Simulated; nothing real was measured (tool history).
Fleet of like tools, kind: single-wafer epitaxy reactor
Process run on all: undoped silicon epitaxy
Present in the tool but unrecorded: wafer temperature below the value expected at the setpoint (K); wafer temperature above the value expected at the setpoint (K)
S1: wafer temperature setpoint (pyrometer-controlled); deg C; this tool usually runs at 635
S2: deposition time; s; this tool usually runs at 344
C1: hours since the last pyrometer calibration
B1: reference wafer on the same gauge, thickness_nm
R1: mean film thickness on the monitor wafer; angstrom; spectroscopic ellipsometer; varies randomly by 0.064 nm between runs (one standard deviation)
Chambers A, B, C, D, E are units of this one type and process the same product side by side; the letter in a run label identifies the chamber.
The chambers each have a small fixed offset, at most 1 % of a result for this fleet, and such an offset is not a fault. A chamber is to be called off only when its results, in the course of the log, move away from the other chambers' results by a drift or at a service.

run	hour	S1	S2	C1	B1	R1
1A	11.2	635	344	328.3	42.577	411.26
2E	21.6	635	344	1379.5	42.594	413.4
3D	32.4	635	344	891.5	42.58	416.8
4B	40.5	635	344	397.9	42.553	412.6
5C	46	635	344	2197.7	42.566	411.01
6C	55.4	635	344	2207.1	42.558	411.51
7D	64.6	635	344	923.7	42.549	418.77
8B	75.9	635	344	433.3	42.527	411.3
9E	83	635	344	1440.9	42.528	413.05
10A	93.3	635	344	410.4	42.503	411.43
11A	99.6	635	344	416.7	42.495	410.2
# hour 100.5: chamber C: pyrometer calibrated
12C	107.7	648	344	7.2	42.506	549.7
13D	117.9	648	344	977	42.482	556.45
14E	125.8	648	344	1483.7	42.49	552.04
15B	131.4	648	344	488.8	42.464	550.86
16B	139.8	648	344	497.2	42.472	550.5
17E	145.6	635	344	1503.5	42.446	413.2
18D	150.9	635	344	1010	42.467	416.07
19A	161.8	635	344	478.9	42.454	410.6
20C	167.9	635	303	67.4	42.446	359.06
21E	174.1	635	303	1532	42.416	364.92
22B	184.8	635	303	542.2	42.426	362.06
23A	195.4	635	303	512.5	42.42	361.61
24D	205.6	635	303	1064.7	42.401	366.9
25C	216.6	635	344	116.1	42.399	409.47
# hour 217.5: chamber E: pyrometer calibrated
26D	223.9	635	344	1083	42.39	416.37
27A	229.6	635	344	546.7	42.37	409.94
28E	239.8	635	344	22.4	42.353	411.18
29C	247.2	621	304	146.7	42.356	260.53
30B	259	621	304	616.4	42.375	262.66
31B	266.5	621	304	623.9	42.341	262.61
32D	272	621	304	1131.1	42.321	265.73

Read the log: is a single chamber off, either drifting away or since a service, is the gauge that measures every chamber drifting, or is nothing wrong beyond small per-chamber offsets? Name any odd chamber and what most likely caused it.

The gauge drifts, so all chambers seem to drift together. No chamber is off.
Cause: gauge reads low (%) = 0.64.

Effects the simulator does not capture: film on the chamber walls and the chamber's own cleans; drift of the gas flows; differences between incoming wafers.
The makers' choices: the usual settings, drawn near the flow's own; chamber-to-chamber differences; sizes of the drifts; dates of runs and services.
